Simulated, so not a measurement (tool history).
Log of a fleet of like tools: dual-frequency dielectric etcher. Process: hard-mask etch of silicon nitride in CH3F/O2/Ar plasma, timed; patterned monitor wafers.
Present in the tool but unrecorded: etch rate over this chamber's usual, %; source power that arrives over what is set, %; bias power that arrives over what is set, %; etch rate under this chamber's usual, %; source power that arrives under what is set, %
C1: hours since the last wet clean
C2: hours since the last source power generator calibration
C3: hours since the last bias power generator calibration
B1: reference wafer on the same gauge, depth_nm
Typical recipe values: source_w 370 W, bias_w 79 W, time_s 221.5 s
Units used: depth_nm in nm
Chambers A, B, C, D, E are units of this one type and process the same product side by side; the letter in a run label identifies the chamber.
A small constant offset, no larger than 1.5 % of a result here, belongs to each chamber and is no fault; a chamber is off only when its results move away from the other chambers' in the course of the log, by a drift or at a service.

{"hour": 5.0, "done": "chamber D: wet clean of the chamber"}
{"run": "1B", "hour": 7.8, "source_w": 370, "bias_w": 79, "time_s": 221.5, "C1": 272.1, "C2": 936.0, "C3": 1359.7, "B1": 153.04, "depth_nm": 155.6}
{"run": "2E", "hour": 15.0, "source_w": 370, "bias_w": 79, "time_s": 221.5, "C1": 334.1, "C2": 226.5, "C3": 538.9, "B1": 153.04, "depth_nm": 156.18}
{"run": "3C", "hour": 23.0, "source_w": 370, "bias_w": 79, "time_s": 221.5, "C1": 116.4, "C2": 836.4, "C3": 2955.3, "B1": 152.97, "depth_nm": 155.3}
{"run": "4D", "hour": 29.0, "source_w": 370, "bias_w": 79, "time_s": 221.5, "C1": 24.1, "C2": 1670.1, "C3": 1177.8, "B1": 152.98, "depth_nm": 154.92}
{"run": "5A", "hour": 32.5, "source_w": 370, "bias_w": 79, "time_s": 267.0, "C1": 459.7, "C2": 1025.0, "C3": 1354.0, "B1": 152.85, "depth_nm": 190.23}
{"run": "6B", "hour": 39.7, "source_w": 370, "bias_w": 79, "time_s": 267.0, "C1": 304.0, "C2": 967.9, "C3": 1391.6, "B1": 152.89, "depth_nm": 187.33}
{"run": "7E", "hour": 46.1, "source_w": 370, "bias_w": 79, "time_s": 267.0, "C1": 365.2, "C2": 257.6, "C3": 570.0, "B1": 153.02, "depth_nm": 188.43}
{"run": "8A", "hour": 51.5, "source_w": 370, "bias_w": 79, "time_s": 267.0, "C1": 478.7, "C2": 1044.0, "C3": 1373.0, "B1": 152.9, "depth_nm": 190.34}
{"run": "9C", "hour": 55.6, "source_w": 370, "bias_w": 79, "time_s": 267.0, "C1": 149.0, "C2": 869.0, "C3": 2987.9, "B1": 152.93, "depth_nm": 187.82}
{"run": "10D", "hour": 62.0, "source_w": 370, "bias_w": 79, "time_s": 221.5, "C1": 57.1, "C2": 1703.1, "C3": 1210.8, "B1": 153.08, "depth_nm": 154.86}
{"run": "11E", "hour": 69.5, "source_w": 370, "bias_w": 79, "time_s": 221.5, "C1": 388.6, "C2": 281.0, "C3": 593.4, "B1": 153.0, "depth_nm": 155.8}
{"run": "12C", "hour": 75.2, "source_w": 370, "bias_w": 79, "time_s": 160.0, "C1": 168.6, "C2": 888.6, "C3": 3007.5, "B1": 153.02, "depth_nm": 112.58}
{"run": "13D", "hour": 82.0, "source_w": 370, "bias_w": 79, "time_s": 160.0, "C1": 77.1, "C2": 1723.1, "C3": 1230.8, "B1": 152.94, "depth_nm": 111.47}
{"run": "14B", "hour": 89.5, "source_w": 370, "bias_w": 79, "time_s": 160.0, "C1": 353.8, "C2": 1017.7, "C3": 1441.4, "B1": 152.92, "depth_nm": 111.92}
{"run": "15A", "hour": 94.8, "source_w": 370, "bias_w": 79, "time_s": 160.0, "C1": 522.0, "C2": 1087.3, "C3": 1416.3, "B1": 152.91, "depth_nm": 113.98}
{"run": "16D", "hour": 98.7, "source_w": 370, "bias_w": 79, "time_s": 160.0, "C1": 93.8, "C2": 1739.8, "C3": 1247.5, "B1": 153.04, "depth_nm": 111.58}
{"run": "17A", "hour": 102.4, "source_w": 370, "bias_w": 79, "time_s": 221.5, "C1": 529.6, "C2": 1094.9, "C3": 1423.9, "B1": 152.85, "depth_nm": 158.23}
{"run": "18E", "hour": 107.9, "source_w": 370, "bias_w": 79, "time_s": 221.5, "C1": 427.0, "C2": 319.4, "C3": 631.8, "B1": 152.97, "depth_nm": 155.38}
{"run": "19B", "hour": 112.0, "source_w": 370, "bias_w": 79, "time_s": 221.5, "C1": 376.3, "C2": 1040.2, "C3": 1463.9, "B1": 153.02, "depth_nm": 155.19}
{"run": "20C", "hour": 118.5, "source_w": 410, "bias_w": 96, "time_s": 221.5, "C1": 211.9, "C2": 931.9, "C3": 3050.8, "B1": 153.04, "depth_nm": 174.75}
{"run": "21A", "hour": 123.9, "source_w": 410, "bias_w": 96, "time_s": 221.5, "C1": 551.1, "C2": 1116.4, "C3": 1445.4, "B1": 153.02, "depth_nm": 175.05}
{"run": "22D", "hour": 129.7, "source_w": 410, "bias_w": 96, "time_s": 221.5, "C1": 124.8, "C2": 1770.8, "C3": 1278.5, "B1": 153.04, "depth_nm": 173.05}
{"run": "23B", "hour": 134.2, "source_w": 410, "bias_w": 96, "time_s": 221.5, "C1": 398.5, "C2": 1062.4, "C3": 1486.1, "B1": 152.88, "depth_nm": 173.25}
{"run": "24E", "hour": 139.3, "source_w": 410, "bias_w": 96, "time_s": 221.5, "C1": 458.4, "C2": 350.8, "C3": 663.2, "B1": 152.94, "depth_nm": 172.99}
{"run": "25C", "hour": 144.7, "source_w": 370, "bias_w": 79, "time_s": 221.5, "C1": 238.1, "C2": 958.1, "C3": 3077.0, "B1": 153.01, "depth_nm": 156.33}
{"run": "26B", "hour": 150.4, "source_w": 370, "bias_w": 79, "time_s": 221.5, "C1": 414.7, "C2": 1078.6, "C3": 1502.3, "B1": 153.0, "depth_nm": 155.35}
{"run": "27E", "hour": 156.0, "source_w": 370, "bias_w": 79, "time_s": 221.5, "C1": 475.1, "C2": 367.5, "C3": 679.9, "B1": 153.06, "depth_nm": 155.58}
{"run": "28A", "hour": 159.8, "source_w": 370, "bias_w": 79, "time_s": 221.5, "C1": 587.0, "C2": 1152.3, "C3": 1481.3, "B1": 153.09, "depth_nm": 157.54}
{"run": "29D", "hour": 166.0, "source_w": 370, "bias_w": 79, "time_s": 221.5, "C1": 161.1, "C2": 1807.1, "C3": 1314.8, "B1": 153.06, "depth_nm": 155.14}
{"run": "30C", "hour": 171.0, "source_w": 370, "bias_w": 79, "time_s": 221.5, "C1": 264.4, "C2": 984.4, "C3": 3103.3, "B1": 153.01, "depth_nm": 157.46}
{"run": "31A", "hour": 175.2, "source_w": 370, "bias_w": 96, "time_s": 281.5, "C1": 602.4, "C2": 1167.7, "C3": 1496.7, "B1": 152.96, "depth_nm": 214.67}
{"run": "32E", "hour": 182.4, "source_w": 370, "bias_w": 96, "time_s": 281.5, "C1": 501.5, "C2": 393.9, "C3": 706.3, "B1": 152.95, "depth_nm": 211.1}
{"run": "33C", "hour": 187.5, "source_w": 370, "bias_w": 96, "time_s": 281.5, "C1": 280.9, "C2": 1000.9, "C3": 3119.8, "B1": 152.98, "depth_nm": 214.17}
{"run": "34B", "hour": 193.7, "source_w": 370, "bias_w": 96, "time_s": 281.5, "C1": 458.0, "C2": 1121.9, "C3": 1545.6, "B1": 153.04, "depth_nm": 212.17}

Is one chamber out of step, is the gauge drifting, or do the chambers differ by no more than their own small offsets? For an off chamber, give its letter and the likeliest cause.

It is chamber C that slowly wanders off from its peers.
Most likely cause: bias power that arrives over what is set, % = 4.86.
With only this log, it may be confused with: etch rate over this chamber's usual, %; source power that arrives over what is set, %.

Chamber C could run next with any of the 4 candidate recipes listed below; each alters the usual settings, and their results appear as question marks. Which one brings its results back in line with what the other chambers deliver on the usual settings?
In-line tolerance around the mean of the other chambers on the usual settings: depth_nm 1.40 nm
{"run": "35C-1", "hour": 199.5, "source_w": 370, "bias_w": 79, "time_s": 224.0, "depth_nm": "?"}
{"run": "35C-2", "hour": 199.5, "source_w": 370, "bias_w": 79, "time_s": 219.0, "depth_nm": "?"}
{"run": "35C-3", "hour": 199.5, "source_w": 400, "bias_w": 79, "time_s": 221.5, "depth_nm": "?"}
{"run": "35C-4", "hour": 199.5, "source_w": 370, "bias_w": 78, "time_s": 216.0, "depth_nm": "?"}

On the usual settings, the other chambers give on average: depth_nm 155.73 nm
run=35C-1 depth_nm=159.71
run=35C-2 depth_nm=156.15
run=35C-3 depth_nm=162.56
run=35C-4 depth_nm=153.31
35C-2 puts the chamber back in line with the other chambers.
